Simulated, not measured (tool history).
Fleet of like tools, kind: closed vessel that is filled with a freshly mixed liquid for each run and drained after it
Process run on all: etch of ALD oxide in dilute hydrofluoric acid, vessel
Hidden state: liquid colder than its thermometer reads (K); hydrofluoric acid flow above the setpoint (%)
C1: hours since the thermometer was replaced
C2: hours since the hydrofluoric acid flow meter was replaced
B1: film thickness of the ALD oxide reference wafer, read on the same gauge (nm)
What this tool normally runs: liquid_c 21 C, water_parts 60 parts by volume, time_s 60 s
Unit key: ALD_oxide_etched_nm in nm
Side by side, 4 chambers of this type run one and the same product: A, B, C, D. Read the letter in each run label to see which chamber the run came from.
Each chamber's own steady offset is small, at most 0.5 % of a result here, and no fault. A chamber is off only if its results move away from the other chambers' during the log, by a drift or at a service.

run 1C hour=6.5 | liquid_c=21 water_parts=60 time_s=60 | C1=725 C2=209 | B1=30.034 | ALD_oxide_etched_nm=17.976
run 2D hour=14.2 | liquid_c=21 water_parts=60 time_s=60 | C1=220.3 C2=688.5 | B1=29.96 | ALD_oxide_etched_nm=17.908
run 3A hour=19.2 | liquid_c=21 water_parts=60 time_s=60 | C1=1185.6 C2=745.9 | B1=29.996 | ALD_oxide_etched_nm=17.766
run 4B hour=25.9 | liquid_c=21 water_parts=60 time_s=60 | C1=1507.3 C2=763.9 | B1=30.007 | ALD_oxide_etched_nm=17.751
run 5C hour=33 | liquid_c=21 water_parts=75 time_s=60 | C1=751.5 C2=235.5 | B1=29.99 | ALD_oxide_etched_nm=13.98
run 6B hour=40.1 | liquid_c=21 water_parts=75 time_s=60 | C1=1521.5 C2=778.1 | B1=30.04 | ALD_oxide_etched_nm=14.167
run 7A hour=47 | liquid_c=21 water_parts=75 time_s=60 | C1=1213.4 C2=773.7 | B1=30.035 | ALD_oxide_etched_nm=14.15
run 8D hour=53.6 | liquid_c=21 water_parts=75 time_s=60 | C1=259.7 C2=727.9 | B1=29.979 | ALD_oxide_etched_nm=14.075
-- hour=55.6 chamber C: thermometer replaced
run 9A hour=59.4 | liquid_c=21 water_parts=60 time_s=60 | C1=1225.8 C2=786.1 | B1=29.971 | ALD_oxide_etched_nm=17.651
run 10B hour=64 | liquid_c=21 water_parts=60 time_s=60 | C1=1545.4 C2=802 | B1=29.995 | ALD_oxide_etched_nm=17.737
run 11C hour=67.7 | liquid_c=21 water_parts=60 time_s=60 | C1=12.2 C2=270.2 | B1=30.007 | ALD_oxide_etched_nm=17.949
run 12D hour=71.5 | liquid_c=21 water_parts=60 time_s=60 | C1=277.6 C2=745.8 | B1=30.015 | ALD_oxide_etched_nm=17.817
run 13A hour=76.9 | liquid_c=21 water_parts=60 time_s=60 | C1=1243.3 C2=803.6 | B1=30.005 | ALD_oxide_etched_nm=17.424
run 14D hour=81 | liquid_c=21 water_parts=60 time_s=60 | C1=287.1 C2=755.3 | B1=30.004 | ALD_oxide_etched_nm=17.897
run 15C hour=88.1 | liquid_c=21 water_parts=60 time_s=60 | C1=32.6 C2=290.6 | B1=29.993 | ALD_oxide_etched_nm=17.968
run 16B hour=96.2 | liquid_c=21 water_parts=60 time_s=60 | C1=1577.6 C2=834.2 | B1=29.998 | ALD_oxide_etched_nm=18.15
-- hour=101.5 chamber B: thermometer replaced
run 17A hour=103 | liquid_c=21 water_parts=60 time_s=60 | C1=1269.4 C2=829.7 | B1=29.998 | ALD_oxide_etched_nm=17.465
run 18D hour=107.3 | liquid_c=21 water_parts=60 time_s=60 | C1=313.4 C2=781.6 | B1=30.002 | ALD_oxide_etched_nm=17.867
run 19C hour=114.3 | liquid_c=21 water_parts=60 time_s=60 | C1=58.8 C2=316.8 | B1=30.012 | ALD_oxide_etched_nm=18.091
run 20B hour=122.1 | liquid_c=21 water_parts=60 time_s=60 | C1=20.6 C2=860.1 | B1=30.005 | ALD_oxide_etched_nm=17.883
run 21C hour=127.8 | liquid_c=21 water_parts=60 time_s=60 | C1=72.3 C2=330.3 | B1=29.999 | ALD_oxide_etched_nm=17.858
run 22D hour=132.9 | liquid_c=21 water_parts=60 time_s=60 | C1=339 C2=807.2 | B1=30.023 | ALD_oxide_etched_nm=17.911
run 23A hour=137 | liquid_c=21 water_parts=60 time_s=60 | C1=1303.4 C2=863.7 | B1=30.019 | ALD_oxide_etched_nm=17.163
run 24B hour=142.3 | liquid_c=21 water_parts=60 time_s=60 | C1=40.8 C2=880.3 | B1=30.011 | ALD_oxide_etched_nm=17.868
run 25C hour=148.5 | liquid_c=21 water_parts=60 time_s=60 | C1=93 C2=351 | B1=30.017 | ALD_oxide_etched_nm=18.09

Predict what each chamber gives when all 4 of them run the settings below next.
run 26A hour=154.6 | liquid_c=21 water_parts=60 time_s=60 | ALD_oxide_etched_nm=?
run 26B hour=154.6 | liquid_c=21 water_parts=60 time_s=60 | ALD_oxide_etched_nm=?
run 26C hour=154.6 | liquid_c=21 water_parts=60 time_s=60 | ALD_oxide_etched_nm=?
run 26D hour=154.6 | liquid_c=21 water_parts=60 time_s=60 | ALD_oxide_etched_nm=?

run=26A ALD_oxide_etched_nm=17.035
run=26B ALD_oxide_etched_nm=18.049
run=26C ALD_oxide_etched_nm=18.045
run=26D ALD_oxide_etched_nm=17.819
